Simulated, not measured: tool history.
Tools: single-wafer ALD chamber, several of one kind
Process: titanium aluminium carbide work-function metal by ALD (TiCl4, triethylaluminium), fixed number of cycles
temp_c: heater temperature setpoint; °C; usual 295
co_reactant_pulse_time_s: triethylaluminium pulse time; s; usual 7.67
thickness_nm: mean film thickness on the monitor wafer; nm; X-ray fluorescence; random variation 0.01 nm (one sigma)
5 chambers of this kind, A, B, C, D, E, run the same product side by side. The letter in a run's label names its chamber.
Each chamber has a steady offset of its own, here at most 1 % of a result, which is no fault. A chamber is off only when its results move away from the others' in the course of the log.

run	hour	temp_c	co_reactant_pulse_time_s	read-back reference wafer on the same gauge, thickness_nm	thickness_nm
1A	3.3	295	7.67	2.1713	1.8623
2E	6.3	295	7.67	2.1693	1.8708
3D	9.3	295	7.67	2.1708	1.8723
4B	13.5	295	7.67	2.1691	1.8808
5C	16.4	295	7.67	2.1693	1.8770
6A	20.6	295	7.67	2.1718	1.8434
7D	24.2	295	7.67	2.1689	1.8583
8E	27.4	295	7.67	2.1734	1.8837
9B	30.9	295	7.67	2.1671	1.8677
10C	36.1	295	8.92	2.1662	1.9253
11A	41.1	295	8.92	2.1661	1.9211
12D	44.9	295	8.92	2.1715	1.9294
13C	47.8	295	8.92	2.1692	1.9266
14E	52.5	295	8.92	2.1687	1.9292
15B	56.2	295	7.67	2.1715	1.8353
16C	59.5	295	7.67	2.1695	1.8713
17B	63.0	282	7.67	2.1695	1.7206
18D	66.9	282	7.67	2.1706	1.7663
19A	71.3	282	7.67	2.1694	1.7546
20E	77.1	282	7.67	2.1717	1.7701
21E	82.5	282	7.67	2.1670	1.7570
22C	85.2	295	7.67	2.1698	1.8839
23B	91.0	295	7.67	2.1696	1.8302
24D	93.9	295	7.67	2.1688	1.8714
25A	98.9	295	7.67	2.1697	1.8686
26A	101.6	295	7.67	2.1691	1.8504
27B	104.2	295	7.67	2.1724	1.7932
28C	106.8	295	5.48	2.1721	1.7011
29E	110.5	295	5.48	2.1714	1.7209
30D	114.2	295	5.48	2.1715	1.6983
31C	117.3	295	5.48	2.1707	1.7109
32B	120.9	295	5.48	2.1710	1.5707
33E	124.9	295	7.67	2.1659	1.8937
34D	130.1	295	7.67	2.1673	1.8871
35A	134.1	295	7.67	2.1671	1.8604
36A	137.1	295	7.67	2.1682	1.8769

All 5 chambers run these settings next. Forecast each chamber's results:
37A	141.3	295	10.12		?
37B	141.3	295	10.12		?
37C	141.3	295	10.12		?
37D	141.3	295	10.12		?
37E	141.3	295	10.12		?

run	thickness_nm
37A	1.9382
37B	1.8687
37C	1.9635
37D	1.9529
37E	1.9680
